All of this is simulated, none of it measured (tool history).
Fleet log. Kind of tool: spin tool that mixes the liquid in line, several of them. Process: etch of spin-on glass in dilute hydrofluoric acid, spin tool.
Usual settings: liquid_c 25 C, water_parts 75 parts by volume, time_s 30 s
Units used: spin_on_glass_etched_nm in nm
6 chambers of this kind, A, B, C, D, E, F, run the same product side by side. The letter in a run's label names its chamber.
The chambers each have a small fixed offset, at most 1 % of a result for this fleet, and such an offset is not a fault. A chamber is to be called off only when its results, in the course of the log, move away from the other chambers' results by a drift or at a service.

run,hour,liquid_c,water_parts,time_s,hours since the thermometer was replaced,hours since the hydrofluoric acid flow meter was replaced,"read-back film thickness of the spin-on glass reference wafer, read on the same gauge (nm)",spin_on_glass_etched_nm
1C,14.2,25,75,30,337.7,729.4,120,20.112
2B,25.4,25,75,30,1373.9,632.1,120.02,20.321
3F,35.4,25,75,30,151.6,1232.5,120.04,20.675
4A,47.6,25,75,30,286.1,555.1,119.97,20.62
5D,57.1,25,75,30,1394.1,1003.2,119.98,20.471
6E,65.2,25,75,30,180.2,816.9,120.04,20.663
7D,78.3,25,40,15,1415.3,1024.4,120,19.879
8A,85.9,25,40,15,324.4,593.4,120.04,20.261
9F,98.6,25,40,15,214.8,1295.7,119.99,19.603
10E,107,25,40,15,222,858.7,120,19.982
11B,120.1,25,40,15,1468.6,726.8,120,20.193
12C,127.5,25,40,15,451,842.7,120.02,19.838
13B,138.9,25,75,30,1487.4,745.6,120,20.389
14D,147.6,25,75,30,1484.6,1093.7,120,20.812
15F,156.3,25,75,30,272.5,1353.4,120.04,20.5
16E,168.8,25,75,30,283.8,920.5,119.99,20.64
17C,181.3,25,75,30,504.8,896.5,120.01,20.502
18A,193.8,25,75,30,432.3,701.3,119.98,20.718
19B,207.2,25,75,30,1555.7,813.9,120.03,20.672
20E,214,25,75,30,329,965.7,119.97,20.454
21D,226.7,25,75,30,1563.7,1172.8,120,20.506
22F,234.7,25,75,30,350.9,1431.8,119.98,20.322
23A,243.5,25,75,30,482,751,120.06,20.523
24C,252.6,25,75,30,576.1,967.8,119.99,20.507
25B,265.4,25,75,30,1613.9,872.1,120.03,21.032
26D,273.9,25,75,30,1610.9,1220,120.04,20.413
27E,286,20.5,110,30,401,1037.7,119.98,11.299
28F,296.5,20.5,110,30,412.7,1493.6,120,11.276
29C,309.2,20.5,110,30,632.7,1024.4,120.04,11.009
30A,322.2,20.5,110,30,560.7,829.7,120.01,11.195
31B,335.7,20.5,110,30,1684.2,942.4,119.98,11.563
32E,343.6,20.5,110,30,458.6,1095.3,119.99,11.208
33F,352.4,25,75,30,468.6,1549.5,120.01,20.575
34D,366.9,25,75,30,1703.9,1313,120.01,20.341
# hour 373.9: chamber C: thermometer replaced
35C,376.6,25,75,15,2.7,1091.8,119.97,10.291
36A,390.4,25,75,15,628.9,897.9,120.02,10.286
37C,403.6,25,75,15,29.7,1118.8,120,10.117
38D,416.7,25,75,15,1753.7,1362.8,120.01,10.354
39E,426.1,25,75,15,541.1,1177.8,119.99,10.325
40B,436.7,25,75,15,1785.2,1043.4,119.96,10.846

For the next run the whole fleet of 6 chambers uses the same settings. Give each chamber's results:
41A,447,25,75,30,,,,?
41B,447,25,75,30,,,,?
41C,447,25,75,30,,,,?
41D,447,25,75,30,,,,?
41E,447,25,75,30,,,,?
41F,447,25,75,30,,,,?

run,spin_on_glass_etched_nm
41A,20.242
41B,21.883
41C,20.518
41D,20.166
41E,20.527
41F,20.522
